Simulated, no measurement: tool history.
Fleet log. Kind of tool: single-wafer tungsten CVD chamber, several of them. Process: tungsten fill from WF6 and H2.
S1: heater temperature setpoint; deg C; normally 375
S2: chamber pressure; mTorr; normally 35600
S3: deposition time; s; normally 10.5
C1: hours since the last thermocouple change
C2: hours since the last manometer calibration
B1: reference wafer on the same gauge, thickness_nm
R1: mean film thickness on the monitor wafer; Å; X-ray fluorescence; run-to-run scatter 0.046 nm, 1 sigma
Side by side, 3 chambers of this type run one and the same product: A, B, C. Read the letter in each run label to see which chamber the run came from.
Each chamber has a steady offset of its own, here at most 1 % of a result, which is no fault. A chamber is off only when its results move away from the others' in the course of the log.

run 1C hour=13.7 | S1=375 S2=35600 S3=10.5 | C1=278.7 C2=1277.3 | B1=17.205 | R1=203.46
run 2A hour=26.7 | S1=375 S2=35600 S3=10.5 | C1=340.3 C2=1279.9 | B1=17.198 | R1=203.11
run 3B hour=38.6 | S1=375 S2=35600 S3=10.5 | C1=1942.5 C2=892.6 | B1=17.211 | R1=202.76
-- hour=50.6 chamber B: capacitance manometer re-zeroed and calibrated
run 4A hour=53.3 | S1=375 S2=35600 S3=10.5 | C1=366.9 C2=1306.5 | B1=17.196 | R1=204.07
run 5C hour=62.2 | S1=375 S2=35600 S3=10.5 | C1=327.2 C2=1325.8 | B1=17.206 | R1=202.79
run 6B hour=75.5 | S1=375 S2=35600 S3=10.5 | C1=1979.4 C2=24.9 | B1=17.188 | R1=202.92
run 7C hour=87.1 | S1=388 S2=35600 S3=10.5 | C1=352.1 C2=1350.7 | B1=17.202 | R1=263.04
run 8B hour=98.7 | S1=388 S2=35600 S3=10.5 | C1=2002.6 C2=48.1 | B1=17.201 | R1=262.91
run 9A hour=111.1 | S1=388 S2=35600 S3=10.5 | C1=424.7 C2=1364.3 | B1=17.194 | R1=264.94
run 10A hour=119.6 | S1=364 S2=43200 S3=10.5 | C1=433.2 C2=1372.8 | B1=17.190 | R1=175.84
-- hour=122.9 chamber A: capacitance manometer re-zeroed and calibrated
run 11B hour=127.9 | S1=364 S2=43200 S3=10.5 | C1=2031.8 C2=77.3 | B1=17.200 | R1=175.71
run 12C hour=142.0 | S1=364 S2=43200 S3=10.5 | C1=407.0 C2=1405.6 | B1=17.205 | R1=175.83
run 13C hour=154.4 | S1=375 S2=35600 S3=10.5 | C1=419.4 C2=1418.0 | B1=17.191 | R1=202.64
run 14B hour=161.7 | S1=375 S2=35600 S3=10.5 | C1=2065.6 C2=111.1 | B1=17.201 | R1=202.63
run 15A hour=175.5 | S1=375 S2=35600 S3=10.5 | C1=489.1 C2=52.6 | B1=17.197 | R1=204.37
run 16B hour=186.9 | S1=375 S2=35600 S3=10.5 | C1=2090.8 C2=136.3 | B1=17.198 | R1=203.03
run 17A hour=193.7 | S1=375 S2=35600 S3=10.5 | C1=507.3 C2=70.8 | B1=17.196 | R1=203.02
run 18C hour=201.0 | S1=375 S2=35600 S3=10.5 | C1=466.0 C2=1464.6 | B1=17.199 | R1=202.80
run 19A hour=214.6 | S1=387 S2=42900 S3=10.5 | C1=528.2 C2=91.7 | B1=17.212 | R1=283.09
run 20C hour=224.6 | S1=387 S2=42900 S3=10.5 | C1=489.6 C2=1488.2 | B1=17.192 | R1=281.88
run 21B hour=236.2 | S1=387 S2=42900 S3=10.5 | C1=2140.1 C2=185.6 | B1=17.204 | R1=281.00
run 22A hour=250.3 | S1=375 S2=35600 S3=10.5 | C1=563.9 C2=127.4 | B1=17.202 | R1=202.91
run 23C hour=264.4 | S1=375 S2=35600 S3=10.5 | C1=529.4 C2=1528.0 | B1=17.209 | R1=202.30
run 24B hour=275.3 | S1=375 S2=35600 S3=10.5 | C1=2179.2 C2=224.7 | B1=17.201 | R1=200.67
run 25A hour=290.6 | S1=375 S2=35600 S3=10.5 | C1=604.2 C2=167.7 | B1=17.204 | R1=202.71
run 26B hour=301.1 | S1=375 S2=35600 S3=10.5 | C1=2205.0 C2=250.5 | B1=17.202 | R1=201.09
-- hour=309.1 chamber C: capacitance manometer re-zeroed and calibrated
run 27C hour=312.6 | S1=375 S2=35600 S3=10.5 | C1=577.6 C2=3.5 | B1=17.216 | R1=202.83
run 28C hour=320.9 | S1=375 S2=35600 S3=10.5 | C1=585.9 C2=11.8 | B1=17.202 | R1=203.10
run 29A hour=336.1 | S1=375 S2=35600 S3=10.5 | C1=649.7 C2=213.2 | B1=17.204 | R1=203.37
run 30B hour=343.9 | S1=375 S2=35600 S3=10.5 | C1=2247.8 C2=293.3 | B1=17.195 | R1=199.06
run 31C hour=357.0 | S1=367 S2=43100 S3=10.5 | C1=622.0 C2=47.9 | B1=17.208 | R1=186.99
run 32A hour=369.1 | S1=367 S2=43100 S3=10.5 | C1=682.7 C2=246.2 | B1=17.195 | R1=187.72
run 33B hour=379.3 | S1=367 S2=43100 S3=10.5 | C1=2283.2 C2=328.7 | B1=17.197 | R1=182.78
run 34A hour=393.7 | S1=375 S2=35600 S3=10.5 | C1=707.3 C2=270.8 | B1=17.205 | R1=203.01
run 35B hour=401.7 | S1=369 S2=35600 S3=8.5 | C1=2305.6 C2=351.1 | B1=17.204 | R1=141.35
run 36C hour=415.0 | S1=369 S2=35600 S3=8.5 | C1=680.0 C2=105.9 | B1=17.207 | R1=144.51
run 37A hour=429.0 | S1=369 S2=35600 S3=8.5 | C1=742.6 C2=306.1 | B1=17.193 | R1=144.59

What goes on in this fleet: one chamber off, a drifting gauge, or nothing beyond the chambers' own small offsets? Name the chamber and the cause, if any.

Little by little, chamber B moves away from the other chambers.
Likeliest cause: wafer temperature below the value expected at the setpoint (K) = 1.32.
From this log alone, it may not be told apart from: true pressure below the setpoint (%).

Here are 4 candidates for chamber B's next run, each the usual settings with a change, their results left as question marks. Which one brings its results back in line with what the others give on the usual settings?
In line means no further than this from the other chambers' mean on the usual settings: R1 1.60 Å
run 38B-1 hour=440.0 | S1=378 S2=35600 S3=10.5 | R1=?
run 38B-2 hour=440.0 | S1=375 S2=33400 S3=10.5 | R1=?
run 38B-3 hour=440.0 | S1=375 S2=37800 S3=10.5 | R1=?
run 38B-4 hour=440.0 | S1=373 S2=35600 S3=10.3 | R1=?

The other chambers' mean on the usual settings: R1 203.09 Å
run=38B-1 R1=210.22
run=38B-2 R1=191.72
run=38B-3 R1=203.18
run=38B-4 R1=185.88
38B-3 puts the chamber back in line with the other chambers.
